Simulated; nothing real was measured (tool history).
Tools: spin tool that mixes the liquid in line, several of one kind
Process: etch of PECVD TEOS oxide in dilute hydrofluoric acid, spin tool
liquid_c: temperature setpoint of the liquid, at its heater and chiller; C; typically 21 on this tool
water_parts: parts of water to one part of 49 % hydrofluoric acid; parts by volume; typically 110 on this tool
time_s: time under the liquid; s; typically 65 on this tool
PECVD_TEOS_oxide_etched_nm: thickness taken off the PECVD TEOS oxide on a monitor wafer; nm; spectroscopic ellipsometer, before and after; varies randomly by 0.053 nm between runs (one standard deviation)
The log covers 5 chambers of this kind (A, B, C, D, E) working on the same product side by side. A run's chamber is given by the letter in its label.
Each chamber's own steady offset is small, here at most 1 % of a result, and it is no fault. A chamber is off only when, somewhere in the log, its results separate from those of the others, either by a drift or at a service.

run   hour  liquid_c  water_parts  time_s  hours since the thermometer was replaced  hours since the hydrofluoric acid flow meter was replaced  read-back film thickness of the PECVD TEOS oxide reference wafer, read on the same gauge (nm)  PECVD_TEOS_oxide_etched_nm
 1B    3.1        21          110      65                                    1101.1                                                      175.5                                                                                         119.98                      5.9457
 2D    9.4        21          110      65                                     173.9                                                     1036.1                                                                                         120.03                      5.9450
 3E   13.4        21          110      65                                     211.6                                                     1297.0                                                                                         119.98                      5.9105
 4C   17.3        21          110      65                                     137.1                                                     1134.2                                                                                         120.01                      6.0204
 5A   22.4        21          110      65                                    2266.6                                                      230.9                                                                                         119.99                      6.0281
 6A   26.0        17          110      50                                    2270.2                                                      234.5                                                                                         120.01                      3.8576
 7B   30.9        17          110      50                                    1128.9                                                      203.3                                                                                         120.00                      3.9072
 8E   37.9        17          110      50                                     236.1                                                     1321.5                                                                                         120.01                      3.8966
 9D   41.1        17          110      50                                     205.6                                                     1067.8                                                                                         120.01                      3.8388
10C   44.9        17          110      50                                     164.7                                                     1161.8                                                                                         119.99                      3.9237
11A   49.3        21          110      65                                    2293.5                                                      257.8                                                                                         119.94                      6.0081
12D   55.3        21          110      65                                     219.8                                                     1082.0                                                                                         119.96                      5.9542
13C   60.3        21          110      65                                     180.1                                                     1177.2                                                                                         120.01                      6.0186
14E   65.3        21           80     100                                     263.5                                                     1348.9                                                                                         120.00                     13.1270
15B   68.6        21           80     100                                    1166.6                                                      241.0                                                                                         120.00                     12.8730
16D   75.3        21           80     100                                     239.8                                                     1102.0                                                                                         119.96                     13.0240
17C   79.1        21           80     100                                     198.9                                                     1196.0                                                                                         120.04                     13.2080
18A   83.8        21           80     100                                    2328.0                                                      292.3                                                                                         120.02                     13.0970
19B   87.0        21          110      65                                    1185.0                                                      259.4                                                                                         120.01                      5.8118
20E   91.2        25           80      65                                     289.4                                                     1374.8                                                                                         119.98                     10.0020
21C   95.8        25           80      65                                     215.6                                                     1212.7                                                                                         119.98                     10.1070
22D   99.9        25           80      65                                     264.4                                                     1126.6                                                                                         120.01                      9.9332
23A  103.3        25           80      65                                    2347.5                                                      311.8                                                                                         120.01                     10.1070
24E  109.9        25           80      65                                     308.1                                                     1393.5                                                                                         119.99                      9.9260
25B  116.5        21          110      65                                    1214.5                                                      288.9                                                                                         119.99                      5.8933
26B  119.6        21          110      65                                    1217.6                                                      292.0                                                                                         119.96                      5.7859
27D  126.5        21          110      65                                     291.0                                                     1153.2                                                                                         120.01                      5.9367
28C  132.0        21          110      65                                     251.8                                                     1248.9                                                                                         120.02                      5.9837
29E  136.9        21          110      65                                     335.1                                                     1420.5                                                                                         119.98                      5.9274
30A  144.0        21          110      65                                    2388.2                                                      352.5                                                                                         119.98                      5.9475
31E  147.4        21          110      65                                     345.6                                                     1431.0                                                                                         120.02                      5.8815
32A  150.5        21          110      65                                    2394.7                                                      359.0                                                                                         120.00                      5.9767
33C  153.6        21          110      65                                     273.4                                                     1270.5                                                                                         119.98                      6.0643
34B  160.2        21          110      65                                    1258.2                                                      332.6                                                                                         120.05                      5.7122
35D  163.3        21          110      65                                     327.8                                                     1190.0                                                                                         119.99                      5.8975
36E  169.7        21          110      65                                     367.9                                                     1453.3                                                                                         119.99                      5.9533
37A  174.8        21           70      90                                    2419.0                                                      383.3                                                                                         120.00                     13.5500
38B  179.5        21           70      90                                    1277.5                                                      351.9                                                                                         120.03                     12.7970
39D  184.0        21           70      90                                     348.5                                                     1210.7                                                                                         120.01                     13.5300
40C  189.8        21           70      90                                     309.6                                                     1306.7                                                                                         119.97                     13.6250
41E  194.7        21           70      90                                     392.9                                                     1478.3                                                                                         120.02                     13.5470
42C  201.1        21           80      65                                     320.9                                                     1318.0                                                                                         120.03                      8.4193

Read the log: is a single chamber off, either drifting away or since a service, is the gauge that measures every chamber drifting, or is nothing wrong beyond small per-chamber offsets? Name any odd chamber and what most likely caused it.

Little by little, chamber B moves away from the other chambers.
What lies behind it: liquid colder than its thermometer reads (K) = 1.17.
From this log alone, it may not be told apart from: hydrofluoric acid flow below the setpoint (%).

Chamber B could run next with any of the 4 candidate recipes listed below; each alters the usual settings, and their results appear as question marks. Which one brings its results back in line with what the other chambers deliver on the usual settings?
Counts as in line when no further than this from what the other chambers average on the usual settings: PECVD_TEOS_oxide_etched_nm 0.1800 nm
43B-1  206.2      21.0          115      65                                                                                                                                                                                                                               ?
43B-2  206.2      22.5          110      65                                                                                                                                                                                                                               ?
43B-3  206.2      21.0          100      65                                                                                                                                                                                                                               ?
43B-4  206.2      20.5          110      60                                                                                                                                                                                                                               ?

Mean of the other chambers on the usual settings: PECVD_TEOS_oxide_etched_nm 5.9637 nm
  run  PECVD_TEOS_oxide_etched_nm
43B-1                      5.3924
43B-2                      6.0243
43B-3                      6.2890
43B-4                      5.1222
The right change is 43B-2: it brings the chamber back within the allowed miss of the others.
